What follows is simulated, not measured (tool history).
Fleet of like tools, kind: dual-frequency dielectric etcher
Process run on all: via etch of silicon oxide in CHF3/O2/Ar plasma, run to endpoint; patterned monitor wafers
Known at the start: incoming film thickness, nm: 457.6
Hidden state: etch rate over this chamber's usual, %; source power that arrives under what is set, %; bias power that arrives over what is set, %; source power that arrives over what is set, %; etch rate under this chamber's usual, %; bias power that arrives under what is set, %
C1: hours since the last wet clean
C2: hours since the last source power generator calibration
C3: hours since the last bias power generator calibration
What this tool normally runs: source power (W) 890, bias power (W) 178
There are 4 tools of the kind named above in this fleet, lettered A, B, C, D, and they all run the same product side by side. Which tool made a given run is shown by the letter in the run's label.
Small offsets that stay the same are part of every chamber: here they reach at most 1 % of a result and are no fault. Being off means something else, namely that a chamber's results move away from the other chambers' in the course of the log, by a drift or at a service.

{"run": "1D", "hour": 8.1, "source power (W)": 890, "bias power (W)": 178, "C1": 81, "C2": 637.6, "C3": 2968.5, "endpoint time (s)": 202.86}
{"run": "2A", "hour": 14.7, "source power (W)": 890, "bias power (W)": 178, "C1": 362.3, "C2": 3151.9, "C3": 1499.9, "endpoint time (s)": 200.95}
{"hour": 26.8, "done": "chamber B: source power generator calibrated"}
{"hour": 26.9, "done": "chamber B: wet clean of the chamber"}
{"run": "3C", "hour": 27.0, "source power (W)": 890, "bias power (W)": 178, "C1": 327.7, "C2": 1056.7, "C3": 1483.3, "endpoint time (s)": 197.89}
{"run": "4B", "hour": 40.1, "source power (W)": 890, "bias power (W)": 178, "C1": 13.2, "C2": 13.3, "C3": 3636.6, "endpoint time (s)": 202.77}
{"run": "5C", "hour": 49.7, "source power (W)": 990, "bias power (W)": 217, "C1": 350.4, "C2": 1079.4, "C3": 1506, "endpoint time (s)": 179.09}
{"run": "6D", "hour": 60.4, "source power (W)": 990, "bias power (W)": 217, "C1": 133.3, "C2": 689.9, "C3": 3020.8, "endpoint time (s)": 178.22}
{"run": "7A", "hour": 72.4, "source power (W)": 990, "bias power (W)": 217, "C1": 420, "C2": 3209.6, "C3": 1557.6, "endpoint time (s)": 180.02}
{"run": "8B", "hour": 84.0, "source power (W)": 990, "bias power (W)": 217, "C1": 57.1, "C2": 57.2, "C3": 3680.5, "endpoint time (s)": 180.86}
{"run": "9C", "hour": 96.8, "source power (W)": 890, "bias power (W)": 178, "C1": 397.5, "C2": 1126.5, "C3": 1553.1, "endpoint time (s)": 199.7}
{"run": "10B", "hour": 105.8, "source power (W)": 890, "bias power (W)": 178, "C1": 78.9, "C2": 79, "C3": 3702.3, "endpoint time (s)": 200.75}
{"hour": 107.8, "done": "chamber C: wet clean of the chamber"}
{"run": "11D", "hour": 114.5, "source power (W)": 890, "bias power (W)": 178, "C1": 187.4, "C2": 744, "C3": 3074.9, "endpoint time (s)": 199.92}
{"run": "12A", "hour": 128.0, "source power (W)": 890, "bias power (W)": 178, "C1": 475.6, "C2": 3265.2, "C3": 1613.2, "endpoint time (s)": 199.96}
{"run": "13D", "hour": 134.1, "source power (W)": 890, "bias power (W)": 178, "C1": 207, "C2": 763.6, "C3": 3094.5, "endpoint time (s)": 199.87}
{"run": "14C", "hour": 145.3, "source power (W)": 890, "bias power (W)": 212, "C1": 37.5, "C2": 1175, "C3": 1601.6, "endpoint time (s)": 186.34}
{"hour": 152.3, "done": "chamber B: bias power generator calibrated"}
{"run": "15B", "hour": 156.0, "source power (W)": 890, "bias power (W)": 212, "C1": 129.1, "C2": 129.2, "C3": 3.8, "endpoint time (s)": 188.69}
{"run": "16A", "hour": 162.4, "source power (W)": 890, "bias power (W)": 212, "C1": 510, "C2": 3299.6, "C3": 1647.6, "endpoint time (s)": 189.52}
{"run": "17A", "hour": 168.9, "source power (W)": 890, "bias power (W)": 212, "C1": 516.5, "C2": 3306.1, "C3": 1654.1, "endpoint time (s)": 187.58}
{"run": "18D", "hour": 177.5, "source power (W)": 760, "bias power (W)": 147, "C1": 250.4, "C2": 807, "C3": 3137.9, "endpoint time (s)": 220.92}
{"run": "19C", "hour": 183.6, "source power (W)": 760, "bias power (W)": 147, "C1": 75.8, "C2": 1213.3, "C3": 1639.9, "endpoint time (s)": 225.65}
{"hour": 193.3, "done": "chamber A: wet clean of the chamber"}
{"run": "20B", "hour": 195.2, "source power (W)": 760, "bias power (W)": 147, "C1": 168.3, "C2": 168.4, "C3": 43, "endpoint time (s)": 226.1}
{"run": "21B", "hour": 203.6, "source power (W)": 760, "bias power (W)": 147, "C1": 176.7, "C2": 176.8, "C3": 51.4, "endpoint time (s)": 225.74}
{"run": "22D", "hour": 213.7, "source power (W)": 890, "bias power (W)": 178, "C1": 286.6, "C2": 843.2, "C3": 3174.1, "endpoint time (s)": 193.5}
{"run": "23A", "hour": 226.5, "source power (W)": 890, "bias power (W)": 178, "C1": 33.2, "C2": 3363.7, "C3": 1711.7, "endpoint time (s)": 203.59}
{"run": "24C", "hour": 239.5, "source power (W)": 890, "bias power (W)": 178, "C1": 131.7, "C2": 1269.2, "C3": 1695.8, "endpoint time (s)": 196.66}
{"run": "25A", "hour": 247.3, "source power (W)": 890, "bias power (W)": 178, "C1": 54, "C2": 3384.5, "C3": 1732.5, "endpoint time (s)": 202.06}
{"run": "26D", "hour": 259.5, "source power (W)": 890, "bias power (W)": 178, "C1": 332.4, "C2": 889, "C3": 3219.9, "endpoint time (s)": 190.3}
{"run": "27C", "hour": 269.6, "source power (W)": 890, "bias power (W)": 178, "C1": 161.8, "C2": 1299.3, "C3": 1725.9, "endpoint time (s)": 197.42}
{"run": "28B", "hour": 277.0, "source power (W)": 1070, "bias power (W)": 145, "C1": 250.1, "C2": 250.2, "C3": 124.8, "endpoint time (s)": 200.45}
{"run": "29B", "hour": 289.5, "source power (W)": 1070, "bias power (W)": 145, "C1": 262.6, "C2": 262.7, "C3": 137.3, "endpoint time (s)": 198.51}

Has any chamber moved away from the others, gradually or after a service, or does the common gauge drift, or do the chambers differ only by their own small steady offsets? State the chamber and the most likely cause if one applies.

Chamber D drifts away from the others.
Most likely cause: etch rate over this chamber's usual, % = 5.56.

Which of the 4 candidates below, each the usual settings with something changed and its results left as question marks, puts chamber D back in line with what the other chambers give on the usual settings?
Maximum distance from the other chambers' mean on the usual settings for a result to count as in line: endpoint time (s) 5.8
{"run": "30D-1", "hour": 299.2, "source power (W)": 1020, "bias power (W)": 201, "endpoint time (s)": "?"}
{"run": "30D-2", "hour": 299.2, "source power (W)": 700, "bias power (W)": 178, "endpoint time (s)": "?"}
{"run": "30D-3", "hour": 299.2, "source power (W)": 890, "bias power (W)": 204, "endpoint time (s)": "?"}
{"run": "30D-4", "hour": 299.2, "source power (W)": 830, "bias power (W)": 167, "endpoint time (s)": "?"}

Average result of the remaining chambers running the usual settings: endpoint time (s) 200.41
run=30D-1 endpoint_time_(s)=172.82
run=30D-2 endpoint_time_(s)=207.53
run=30D-3 endpoint_time_(s)=181.06
run=30D-4 endpoint_time_(s)=198.72
30D-4 puts the chamber back in line with the other chambers.

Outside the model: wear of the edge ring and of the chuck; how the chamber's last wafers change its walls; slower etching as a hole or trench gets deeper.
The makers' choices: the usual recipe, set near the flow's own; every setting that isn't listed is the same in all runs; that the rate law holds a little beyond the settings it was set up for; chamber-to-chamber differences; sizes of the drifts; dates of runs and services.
